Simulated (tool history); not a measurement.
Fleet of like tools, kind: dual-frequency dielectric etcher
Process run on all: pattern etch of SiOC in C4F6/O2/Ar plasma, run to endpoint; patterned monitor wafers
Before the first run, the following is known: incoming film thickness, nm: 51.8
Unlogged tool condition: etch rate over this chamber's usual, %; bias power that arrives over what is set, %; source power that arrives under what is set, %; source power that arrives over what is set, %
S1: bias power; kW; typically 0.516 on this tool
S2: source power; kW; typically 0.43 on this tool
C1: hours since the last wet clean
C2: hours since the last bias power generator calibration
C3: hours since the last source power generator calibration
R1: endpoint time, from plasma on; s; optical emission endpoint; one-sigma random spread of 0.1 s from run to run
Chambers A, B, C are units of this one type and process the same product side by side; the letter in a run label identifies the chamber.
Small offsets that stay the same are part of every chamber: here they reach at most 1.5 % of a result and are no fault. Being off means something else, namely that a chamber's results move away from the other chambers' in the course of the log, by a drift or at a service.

| run | hour | S1 | S2 | C1 | C2 | C3 | R1 |
|---|---|---|---|---|---|---|---|
| 1C | 9.6 | 0.516 | 0.43 | 345 | 1845.5 | 2517.1 | 16.86 |
| 2A | 17 | 0.516 | 0.43 | 307.2 | 2021 | 2965 | 16.889 |
| 3B | 27.4 | 0.516 | 0.43 | 428.7 | 576.9 | 853 | 16.487 |
| 4C | 34.7 | 0.516 | 0.43 | 370.1 | 1870.6 | 2542.2 | 16.825 |
| 5B | 44.3 | 0.516 | 0.43 | 445.6 | 593.8 | 869.9 | 16.702 |
| 6A | 54.8 | 0.585 | 0.43 | 345 | 2058.8 | 3002.8 | 15.874 |
| 7A | 62.6 | 0.585 | 0.43 | 352.8 | 2066.6 | 3010.6 | 15.926 |
|  | 72.4 | chamber C: source power generator calibrated |
| 8B | 73.6 | 0.585 | 0.43 | 474.9 | 623.1 | 899.2 | 15.726 |
| 9C | 84.5 | 0.516 | 0.48 | 419.9 | 1920.4 | 12.2 | 16.162 |
| 10B | 92.2 | 0.516 | 0.48 | 493.5 | 641.7 | 917.8 | 15.857 |
| 11A | 100 | 0.516 | 0.48 | 390.2 | 2104 | 3048 | 16.006 |
|  | 106.6 | chamber C: wet clean of the chamber |
| 12C | 108.7 | 0.516 | 0.43 | 2.1 | 1944.6 | 36.4 | 15.974 |
| 13A | 119.4 | 0.516 | 0.43 | 409.6 | 2123.4 | 3067.4 | 16.701 |
| 14B | 124.7 | 0.516 | 0.43 | 526 | 674.2 | 950.3 | 16.316 |
| 15C | 130.5 | 0.516 | 0.43 | 23.9 | 1966.4 | 58.2 | 16.069 |
|  | 135 | chamber B: wet clean of the chamber |
| 16C | 140.9 | 0.516 | 0.43 | 34.3 | 1976.8 | 68.6 | 16.122 |
| 17B | 145.8 | 0.516 | 0.48 | 10.9 | 695.3 | 971.4 | 15.809 |
| 18A | 153.3 | 0.516 | 0.48 | 443.5 | 2157.3 | 3101.3 | 15.991 |
| 19A | 163.5 | 0.516 | 0.48 | 453.7 | 2167.5 | 3111.5 | 16.027 |
| 20B | 169.7 | 0.516 | 0.43 | 34.8 | 719.2 | 995.3 | 16.728 |
| 21C | 176.1 | 0.516 | 0.43 | 69.5 | 2012 | 103.8 | 16.126 |
| 22B | 186.1 | 0.408 | 0.43 | 51.2 | 735.6 | 1011.7 | 18.128 |
| 23C | 195.7 | 0.408 | 0.43 | 89.1 | 2031.6 | 123.4 | 17.442 |
| 24A | 206.3 | 0.408 | 0.43 | 496.5 | 2210.3 | 3154.3 | 18.036 |
| 25C | 212.5 | 0.516 | 0.47 | 105.9 | 2048.4 | 140.2 | 15.649 |
| 26B | 220.9 | 0.516 | 0.47 | 86 | 770.4 | 1046.5 | 16.075 |

Does one chamber stand apart from the rest, does the shared gauge drift, or is all well apart from small per-chamber offsets? Give the chamber and the most likely cause, where there is one.

Chamber C has stood off from the others ever since a service on it.
Cause: etch rate over this chamber's usual, % = 4.43.

Below are 4 candidate recipes for chamber C's next run, each the usual settings with a change, their results shown as question marks. Which of them brings C's results back in line with what the other chambers give on the usual settings?
To be in line, a result may differ from the other chambers' mean on the usual settings by at most: R1 0.36 s
| 27C-1 | 228.9 | 0.566 | 0.47 |  |  |  | ? |
| 27C-2 | 228.9 | 0.466 | 0.39 |  |  |  | ? |
| 27C-3 | 228.9 | 0.516 | 0.39 |  |  |  | ? |
| 27C-4 | 228.9 | 0.561 | 0.43 |  |  |  | ? |

On the usual settings, the other chambers give on average: R1 16.64 s
| run | R1 |
|---|---|
| 27C-1 | 15.029 |
| 27C-2 | 17.321 |
| 27C-3 | 16.667 |
| 27C-4 | 15.579 |
27C-3 puts the chamber back in line with the other chambers.
